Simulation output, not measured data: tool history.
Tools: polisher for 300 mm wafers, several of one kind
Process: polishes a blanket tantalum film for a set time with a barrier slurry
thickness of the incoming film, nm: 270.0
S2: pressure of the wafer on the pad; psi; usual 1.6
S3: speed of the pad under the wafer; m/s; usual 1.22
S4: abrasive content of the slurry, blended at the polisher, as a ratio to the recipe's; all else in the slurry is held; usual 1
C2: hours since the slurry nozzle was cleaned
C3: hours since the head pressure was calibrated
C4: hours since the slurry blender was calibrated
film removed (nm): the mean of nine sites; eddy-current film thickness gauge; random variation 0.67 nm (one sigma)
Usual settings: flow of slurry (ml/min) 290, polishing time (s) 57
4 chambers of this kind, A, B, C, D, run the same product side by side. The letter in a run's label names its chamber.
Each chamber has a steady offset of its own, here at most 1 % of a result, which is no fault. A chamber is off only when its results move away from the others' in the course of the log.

{"day": 0.242, "done": "chamber D: worn pad replaced by a new one"}
{"run": "1D", "day": 0.342, "flow of slurry (ml/min)": 290, "S2": 1.6, "S3": 1.22, "S4": 1, "polishing time (s)": 57, "wafers polished on this pad": 23, "C2": 151.7, "C3": 198.5, "C4": 199.7, "film removed (nm)": 80.052}
{"run": "2A", "day": 0.708, "flow of slurry (ml/min)": 290, "S2": 1.6, "S3": 1.22, "S4": 1, "polishing time (s)": 57, "wafers polished on this pad": 729, "C2": 202.7, "C3": 685.0, "C4": 346.3, "film removed (nm)": 79.653}
{"run": "3B", "day": 0.946, "flow of slurry (ml/min)": 290, "S2": 1.6, "S3": 1.22, "S4": 1, "polishing time (s)": 57, "wafers polished on this pad": 713, "C2": 206.4, "C3": 661.2, "C4": 194.9, "film removed (nm)": 80.171}
{"run": "4C", "day": 1.292, "flow of slurry (ml/min)": 290, "S2": 1.6, "S3": 1.22, "S4": 1, "polishing time (s)": 57, "wafers polished on this pad": 749, "C2": 448.0, "C3": 339.6, "C4": 429.5, "film removed (nm)": 80.783}
{"run": "5A", "day": 1.688, "flow of slurry (ml/min)": 290, "S2": 1.6, "S3": 1.22, "S4": 1, "polishing time (s)": 57, "wafers polished on this pad": 960, "C2": 226.2, "C3": 708.5, "C4": 369.8, "film removed (nm)": 80.357}
{"day": 1.796, "done": "chamber B: worn pad replaced by a new one"}
{"run": "6B", "day": 1.917, "flow of slurry (ml/min)": 290, "S2": 1.6, "S3": 1.22, "S4": 1, "polishing time (s)": 57, "wafers polished on this pad": 29, "C2": 229.7, "C3": 684.5, "C4": 218.2, "film removed (nm)": 79.59}
{"day": 2.071, "done": "chamber C: worn pad replaced by a new one"}
{"run": "7D", "day": 2.204, "flow of slurry (ml/min)": 290, "S2": 1.6, "S3": 1.22, "S4": 1, "polishing time (s)": 57, "wafers polished on this pad": 462, "C2": 196.4, "C3": 243.2, "C4": 244.4, "film removed (nm)": 78.465}
{"run": "8C", "day": 2.575, "flow of slurry (ml/min)": 290, "S2": 1.6, "S3": 1.22, "S4": 1, "polishing time (s)": 57, "wafers polished on this pad": 119, "C2": 478.8, "C3": 370.4, "C4": 460.3, "film removed (nm)": 80.899}
{"day": 2.612, "done": "chamber A: worn pad replaced by a new one"}
{"run": "9D", "day": 2.829, "flow of slurry (ml/min)": 290, "S2": 1.6, "S3": 1.22, "S4": 1, "polishing time (s)": 57, "wafers polished on this pad": 610, "C2": 211.4, "C3": 258.2, "C4": 259.4, "film removed (nm)": 79.667}
{"day": 3.112, "done": "chamber B: slurry blender recalibrated"}
{"run": "10B", "day": 3.154, "flow of slurry (ml/min)": 290, "S2": 1.6, "S3": 1.22, "S4": 1, "polishing time (s)": 57, "wafers polished on this pad": 321, "C2": 259.4, "C3": 714.2, "C4": 1.0, "film removed (nm)": 80.553}
{"run": "11C", "day": 3.521, "flow of slurry (ml/min)": 290, "S2": 1.6, "S3": 1.22, "S4": 1, "polishing time (s)": 57, "wafers polished on this pad": 342, "C2": 501.5, "C3": 393.1, "C4": 483.0, "film removed (nm)": 79.84}
{"run": "12A", "day": 3.817, "flow of slurry (ml/min)": 290, "S2": 1.6, "S3": 1.22, "S4": 1, "polishing time (s)": 57, "wafers polished on this pad": 284, "C2": 277.3, "C3": 759.6, "C4": 420.9, "film removed (nm)": 78.764}
{"day": 3.875, "done": "chamber D: slurry blender recalibrated"}
{"run": "13B", "day": 4.025, "flow of slurry (ml/min)": 290, "S2": 1.6, "S3": 1.22, "S4": 1, "polishing time (s)": 71, "wafers polished on this pad": 526, "C2": 280.3, "C3": 735.1, "C4": 21.9, "film removed (nm)": 100.03}
{"run": "14D", "day": 4.362, "flow of slurry (ml/min)": 290, "S2": 1.6, "S3": 1.22, "S4": 1, "polishing time (s)": 71, "wafers polished on this pad": 971, "C2": 248.2, "C3": 295.0, "C4": 11.7, "film removed (nm)": 100.13}
{"run": "15A", "day": 4.608, "flow of slurry (ml/min)": 290, "S2": 1.6, "S3": 1.22, "S4": 1, "polishing time (s)": 71, "wafers polished on this pad": 471, "C2": 296.3, "C3": 778.6, "C4": 439.9, "film removed (nm)": 99.372}
{"run": "16C", "day": 4.804, "flow of slurry (ml/min)": 290, "S2": 1.6, "S3": 1.22, "S4": 1, "polishing time (s)": 71, "wafers polished on this pad": 645, "C2": 532.3, "C3": 423.9, "C4": 513.8, "film removed (nm)": 98.967}
{"day": 4.862, "done": "chamber A: slurry blender recalibrated"}
{"run": "17A", "day": 5.125, "flow of slurry (ml/min)": 290, "S2": 1.6, "S3": 1.22, "S4": 1, "polishing time (s)": 57, "wafers polished on this pad": 593, "C2": 308.7, "C3": 791.0, "C4": 6.3, "film removed (nm)": 79.514}
{"day": 5.179, "done": "chamber D: worn pad replaced by a new one"}
{"run": "18C", "day": 5.546, "flow of slurry (ml/min)": 325, "S2": 1.6, "S3": 1.22, "S4": 1, "polishing time (s)": 57, "wafers polished on this pad": 820, "C2": 550.1, "C3": 441.7, "C4": 531.6, "film removed (nm)": 81.185}
{"day": 5.617, "done": "chamber C: slurry blender recalibrated"}
{"day": 5.688, "done": "chamber B: worn pad replaced by a new one"}
{"day": 5.821, "done": "chamber C: worn pad replaced by a new one"}
{"run": "19B", "day": 5.846, "flow of slurry (ml/min)": 325, "S2": 1.6, "S3": 1.22, "S4": 1, "polishing time (s)": 57, "wafers polished on this pad": 37, "C2": 324.0, "C3": 778.8, "C4": 65.6, "film removed (nm)": 81.921}
{"run": "20D", "day": 6.183, "flow of slurry (ml/min)": 325, "S2": 1.6, "S3": 1.22, "S4": 1, "polishing time (s)": 57, "wafers polished on this pad": 237, "C2": 291.9, "C3": 338.7, "C4": 55.4, "film removed (nm)": 81.431}
{"day": 6.488, "done": "chamber A: slurry nozzle cleaned"}
{"run": "21B", "day": 6.538, "flow of slurry (ml/min)": 325, "S2": 1.6, "S3": 1.22, "S4": 1, "polishing time (s)": 57, "wafers polished on this pad": 200, "C2": 340.6, "C3": 795.4, "C4": 82.2, "film removed (nm)": 81.304}
{"run": "22D", "day": 6.808, "flow of slurry (ml/min)": 290, "S2": 1.6, "S3": 1.22, "S4": 1, "polishing time (s)": 57, "wafers polished on this pad": 384, "C2": 306.9, "C3": 353.7, "C4": 70.4, "film removed (nm)": 78.919}
{"run": "23A", "day": 7.225, "flow of slurry (ml/min)": 290, "S2": 1.6, "S3": 1.22, "S4": 1, "polishing time (s)": 57, "wafers polished on this pad": 1088, "C2": 17.8, "C3": 841.4, "C4": 56.7, "film removed (nm)": 80.471}
{"day": 7.275, "done": "chamber B: head pressure recalibrated"}
{"run": "24C", "day": 7.496, "flow of slurry (ml/min)": 290, "S2": 1.6, "S3": 1.22, "S4": 1, "polishing time (s)": 57, "wafers polished on this pad": 395, "C2": 596.9, "C3": 488.5, "C4": 45.2, "film removed (nm)": 80.135}
{"run": "25B", "day": 7.775, "flow of slurry (ml/min)": 290, "S2": 1.6, "S3": 1.22, "S4": 1, "polishing time (s)": 57, "wafers polished on this pad": 492, "C2": 370.3, "C3": 12.0, "C4": 111.9, "film removed (nm)": 80.359}
{"day": 7.846, "done": "chamber A: head pressure recalibrated"}
{"run": "26C", "day": 7.979, "flow of slurry (ml/min)": 290, "S2": 1.6, "S3": 1.22, "S4": 1, "polishing time (s)": 57, "wafers polished on this pad": 509, "C2": 608.5, "C3": 500.1, "C4": 56.8, "film removed (nm)": 79.977}
{"run": "27D", "day": 8.238, "flow of slurry (ml/min)": 290, "S2": 1.6, "S3": 1.22, "S4": 1, "polishing time (s)": 57, "wafers polished on this pad": 721, "C2": 341.2, "C3": 388.0, "C4": 104.7, "film removed (nm)": 79.575}
{"run": "28A", "day": 8.617, "flow of slurry (ml/min)": 290, "S2": 1.6, "S3": 1.22, "S4": 1, "polishing time (s)": 57, "wafers polished on this pad": 1416, "C2": 51.2, "C3": 18.5, "C4": 90.1, "film removed (nm)": 81.125}
{"run": "29B", "day": 8.821, "flow of slurry (ml/min)": 290, "S2": 1.6, "S3": 1.22, "S4": 1, "polishing time (s)": 57, "wafers polished on this pad": 739, "C2": 395.4, "C3": 37.1, "C4": 137.0, "film removed (nm)": 79.607}
{"day": 8.892, "done": "chamber A: worn pad replaced by a new one"}
{"run": "30C", "day": 9.217, "flow of slurry (ml/min)": 290, "S2": 1.6, "S3": 1.22, "S4": 1, "polishing time (s)": 57, "wafers polished on this pad": 801, "C2": 638.2, "C3": 529.8, "C4": 86.5, "film removed (nm)": 79.799}
{"run": "31A", "day": 9.554, "flow of slurry (ml/min)": 290, "S2": 1.4, "S3": 0.94, "S4": 1, "polishing time (s)": 57, "wafers polished on this pad": 156, "C2": 73.7, "C3": 41.0, "C4": 112.6, "film removed (nm)": 53.278}
{"run": "32D", "day": 9.883, "flow of slurry (ml/min)": 290, "S2": 1.4, "S3": 0.94, "S4": 1, "polishing time (s)": 57, "wafers polished on this pad": 1109, "C2": 380.7, "C3": 427.5, "C4": 144.2, "film removed (nm)": 53.139}
{"run": "33B", "day": 10.258, "flow of slurry (ml/min)": 290, "S2": 1.4, "S3": 0.94, "S4": 1, "polishing time (s)": 57, "wafers polished on this pad": 1078, "C2": 429.9, "C3": 71.6, "C4": 171.5, "film removed (nm)": 54.009}

All 4 chambers run these settings next. Forecast each chamber's results:
{"run": "34A", "day": 10.567, "flow of slurry (ml/min)": 290, "S2": 1.6, "S3": 1.22, "S4": 1, "polishing time (s)": 57, "film removed (nm)": "?"}
{"run": "34B", "day": 10.567, "flow of slurry (ml/min)": 290, "S2": 1.6, "S3": 1.22, "S4": 1, "polishing time (s)": 57, "film removed (nm)": "?"}
{"run": "34C", "day": 10.567, "flow of slurry (ml/min)": 290, "S2": 1.6, "S3": 1.22, "S4": 1, "polishing time (s)": 57, "film removed (nm)": "?"}
{"run": "34D", "day": 10.567, "flow of slurry (ml/min)": 290, "S2": 1.6, "S3": 1.22, "S4": 1, "polishing time (s)": 57, "film removed (nm)": "?"}

run=34A film_removed_(nm)=80.015
run=34B film_removed_(nm)=81.753
run=34C film_removed_(nm)=80.658
run=34D film_removed_(nm)=79.339

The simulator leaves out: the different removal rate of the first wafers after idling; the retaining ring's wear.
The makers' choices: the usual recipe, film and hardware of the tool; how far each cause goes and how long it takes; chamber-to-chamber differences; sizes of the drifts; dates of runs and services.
